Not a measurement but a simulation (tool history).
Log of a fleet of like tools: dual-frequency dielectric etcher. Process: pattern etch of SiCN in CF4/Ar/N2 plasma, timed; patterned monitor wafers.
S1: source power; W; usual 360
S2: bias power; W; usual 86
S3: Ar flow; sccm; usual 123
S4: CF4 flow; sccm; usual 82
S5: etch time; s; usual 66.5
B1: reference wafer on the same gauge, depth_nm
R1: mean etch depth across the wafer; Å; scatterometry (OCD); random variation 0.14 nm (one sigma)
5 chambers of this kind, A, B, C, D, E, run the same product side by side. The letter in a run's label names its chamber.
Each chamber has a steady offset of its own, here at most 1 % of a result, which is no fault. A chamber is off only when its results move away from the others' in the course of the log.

| run | hour | S1 | S2 | S3 | S4 | S5 | B1 | R1 |
|---|---|---|---|---|---|---|---|---|
| 1A | 5.5 | 360 | 86 | 123 | 82 | 66.5 | 49.183 | 498.8 |
| 2E | 10.3 | 360 | 86 | 123 | 82 | 66.5 | 49.184 | 499.71 |
| 3D | 14.6 | 360 | 86 | 123 | 82 | 66.5 | 49.192 | 497.25 |
| 4B | 18 | 360 | 86 | 123 | 82 | 66.5 | 49.222 | 497.56 |
|  | 21.9 | chamber C: wet clean of the chamber |
| 5C | 22.5 | 360 | 86 | 123 | 82 | 66.5 | 49.21 | 494.91 |
| 6D | 27.8 | 360 | 86 | 123 | 82 | 66.5 | 49.171 | 496.73 |
| 7C | 32.4 | 360 | 86 | 123 | 82 | 66.5 | 49.196 | 495.49 |
| 8B | 35.4 | 360 | 86 | 123 | 82 | 66.5 | 49.22 | 495.21 |
| 9A | 39.2 | 280 | 105 | 123 | 82 | 66.5 | 49.229 | 427.47 |
| 10E | 41.8 | 280 | 105 | 123 | 82 | 66.5 | 49.165 | 433.55 |
| 11A | 45.5 | 280 | 105 | 123 | 82 | 66.5 | 49.221 | 426.01 |
| 12C | 49.3 | 280 | 105 | 123 | 82 | 66.5 | 49.16 | 429.56 |
| 13E | 54.8 | 280 | 105 | 123 | 82 | 66.5 | 49.19 | 431.7 |
| 14D | 60 | 360 | 86 | 123 | 82 | 66.5 | 49.224 | 495.39 |
| 15B | 63.7 | 360 | 86 | 123 | 82 | 66.5 | 49.195 | 496.39 |
| 16C | 67.3 | 360 | 86 | 123 | 82 | 66.5 | 49.228 | 495.2 |
| 17D | 72.7 | 360 | 86 | 113 | 82 | 66.5 | 49.163 | 501.96 |
| 18E | 78.3 | 360 | 86 | 113 | 82 | 66.5 | 49.203 | 507.82 |
| 19B | 81.6 | 360 | 86 | 113 | 82 | 66.5 | 49.183 | 502.6 |
| 20A | 85 | 360 | 86 | 113 | 82 | 66.5 | 49.193 | 493.66 |
| 21B | 88.4 | 360 | 86 | 113 | 82 | 66.5 | 49.222 | 500.8 |
| 22A | 92.7 | 360 | 86 | 123 | 82 | 66.5 | 49.223 | 488.97 |
| 23D | 97.5 | 360 | 99 | 147 | 82 | 66.5 | 49.183 | 507.71 |
| 24C | 100.5 | 360 | 99 | 147 | 82 | 66.5 | 49.226 | 510.31 |
| 25E | 105.1 | 360 | 99 | 147 | 82 | 66.5 | 49.189 | 516.52 |
| 26C | 108.2 | 360 | 99 | 147 | 82 | 66.5 | 49.219 | 505.82 |
| 27E | 112.3 | 360 | 99 | 147 | 82 | 66.5 | 49.238 | 516.99 |
| 28A | 116.8 | 360 | 86 | 123 | 82 | 66.5 | 49.197 | 485.01 |
| 29D | 121.1 | 360 | 86 | 123 | 82 | 66.5 | 49.186 | 497.63 |
| 30B | 126.4 | 360 | 86 | 123 | 82 | 66.5 | 49.179 | 495.54 |

All 5 chambers run these settings next. Forecast each chamber's results:
| 31A | 130.5 | 360 | 86 | 123 | 82 | 66.5 |  | ? |
| 31B | 130.5 | 360 | 86 | 123 | 82 | 66.5 |  | ? |
| 31C | 130.5 | 360 | 86 | 123 | 82 | 66.5 |  | ? |
| 31D | 130.5 | 360 | 86 | 123 | 82 | 66.5 |  | ? |
| 31E | 130.5 | 360 | 86 | 123 | 82 | 66.5 |  | ? |

| run | R1 |
|---|---|
| 31A | 482.09 |
| 31B | 497.27 |
| 31C | 495.68 |
| 31D | 498.85 |
| 31E | 502.53 |
